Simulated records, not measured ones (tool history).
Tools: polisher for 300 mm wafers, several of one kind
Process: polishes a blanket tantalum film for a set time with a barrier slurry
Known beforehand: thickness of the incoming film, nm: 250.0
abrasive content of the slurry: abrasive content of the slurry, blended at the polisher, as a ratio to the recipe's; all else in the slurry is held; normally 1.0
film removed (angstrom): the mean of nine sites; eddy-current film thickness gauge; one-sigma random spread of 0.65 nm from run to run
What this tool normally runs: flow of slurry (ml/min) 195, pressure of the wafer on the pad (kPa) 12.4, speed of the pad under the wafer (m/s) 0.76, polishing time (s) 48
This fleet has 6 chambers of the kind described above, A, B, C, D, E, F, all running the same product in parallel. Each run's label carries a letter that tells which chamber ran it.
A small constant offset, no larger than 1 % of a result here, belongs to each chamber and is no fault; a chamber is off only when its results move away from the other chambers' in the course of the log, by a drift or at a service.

run	day	flow of slurry (ml/min)	pressure of the wafer on the pad (kPa)	speed of the pad under the wafer (m/s)	abrasive content of the slurry	polishing time (s)	film removed (angstrom)
# day 0.117: chamber D: worn pad replaced by a new one
1B	0.188	195	12.4	0.76	1.0	48	518.98
2E	0.462	195	12.4	0.76	1.0	48	517.15
3A	0.612	195	12.4	0.76	1.0	48	523.73
4F	0.750	195	12.4	0.76	1.0	48	524.37
5D	0.917	195	12.4	0.76	1.0	48	526.76
# day 0.975: chamber B: worn pad replaced by a new one
6C	1.108	195	12.4	0.76	1.0	48	519.65
7B	1.254	195	12.4	0.76	1.0	48	520.28
8F	1.417	195	12.4	0.76	1.0	48	522.56
9D	1.588	195	12.4	0.76	1.0	48	531.36
10C	1.750	195	12.4	0.76	1.2	48	546.61
11A	1.888	195	12.4	0.76	1.2	48	537.20
12E	2.112	195	12.4	0.76	1.2	48	550.37
13A	2.283	195	12.4	0.76	1.2	48	541.51
# day 2.292: chamber A: worn pad replaced by a new one
# day 2.321: chamber D: slurry nozzle cleaned
14C	2.554	195	12.4	0.76	1.2	48	553.73
15F	2.771	195	12.4	0.76	1.2	48	546.28
16E	3.025	195	15.2	0.76	1.0	43	579.76
# day 3.058: chamber A: slurry nozzle cleaned
17B	3.300	195	15.2	0.76	1.0	43	571.45
# day 3.450: chamber C: worn pad replaced by a new one
18D	3.575	195	15.2	0.76	1.0	43	571.49
# day 3.583: chamber F: worn pad replaced by a new one
19C	3.850	195	15.2	0.76	1.0	43	563.15
20B	3.983	195	15.2	0.76	1.0	43	565.14
21D	4.179	195	15.2	0.76	1.0	43	567.78
# day 4.362: chamber E: slurry nozzle cleaned
22A	4.454	195	12.4	0.76	1.0	48	522.93
23F	4.692	195	12.4	0.76	1.0	48	499.03
24E	4.950	195	12.4	0.76	1.0	48	536.60
25D	5.138	195	12.4	0.76	1.0	48	521.79
# day 5.217: chamber A: slurry blender recalibrated
# day 5.238: chamber E: worn pad replaced by a new one
26B	5.321	195	12.4	0.76	1.0	48	523.80
27C	5.467	195	12.4	0.76	1.0	48	512.36
28A	5.729	195	12.4	0.76	1.0	48	517.66
29E	5.967	195	12.4	0.76	1.0	48	512.19
# day 5.983: chamber B: slurry blender recalibrated
30F	6.221	195	12.4	0.76	1.0	48	476.10
31C	6.429	195	12.4	0.76	1.0	48	520.41
# day 6.433: chamber C: head pressure recalibrated
# day 6.638: chamber C: slurry blender recalibrated
32F	6.642	160	12.4	0.76	1.2	48	487.21
# day 6.746: chamber D: worn pad replaced by a new one
33D	6.858	160	12.4	0.76	1.2	48	534.31
34B	7.112	160	12.4	0.76	1.2	48	540.91
# day 7.338: chamber D: slurry blender recalibrated
35E	7.400	160	12.4	0.76	1.2	48	524.14
36A	7.588	160	12.4	0.76	1.2	48	529.44
37C	7.825	160	12.4	0.76	1.2	48	532.31
# day 8.017: chamber F: worn pad replaced by a new one
38D	8.112	195	12.4	0.76	1.0	48	536.21
39F	8.338	195	12.4	0.76	1.0	48	471.26

Is one chamber off against the others, does the gauge drift, or is nothing wrong? If a chamber is off, say which, and what the likeliest cause is.

One chamber, F, drifts off from the rest bit by bit.
Most likely cause: abrasive missing from the slurry, % = 33.2.
It could be hard to tell apart here from: head's pressure below its setpoint, %.

Which of the 4 candidates below, each the usual settings with something changed and its results left as question marks, puts chamber F back in line with what the other chambers give on the usual settings?
To be in line, a result may differ from the other chambers' mean on the usual settings by at most: film removed (angstrom) 23.00
40F-1	8.542	195	11.7	0.70	1.00	45	?
40F-2	8.542	195	13.1	0.80	1.00	50	?
40F-3	8.542	195	13.8	0.84	1.05	48	?
40F-4	8.542	190	11.0	0.76	0.95	48	?

The mean the other chambers reach with the usual settings: film removed (angstrom) 522.40
run	film removed (angstrom)
40F-1	372.21
40F-2	528.14
40F-3	570.70
40F-4	396.36
Change 40F-2 lands the chamber within the allowed miss of the other chambers.
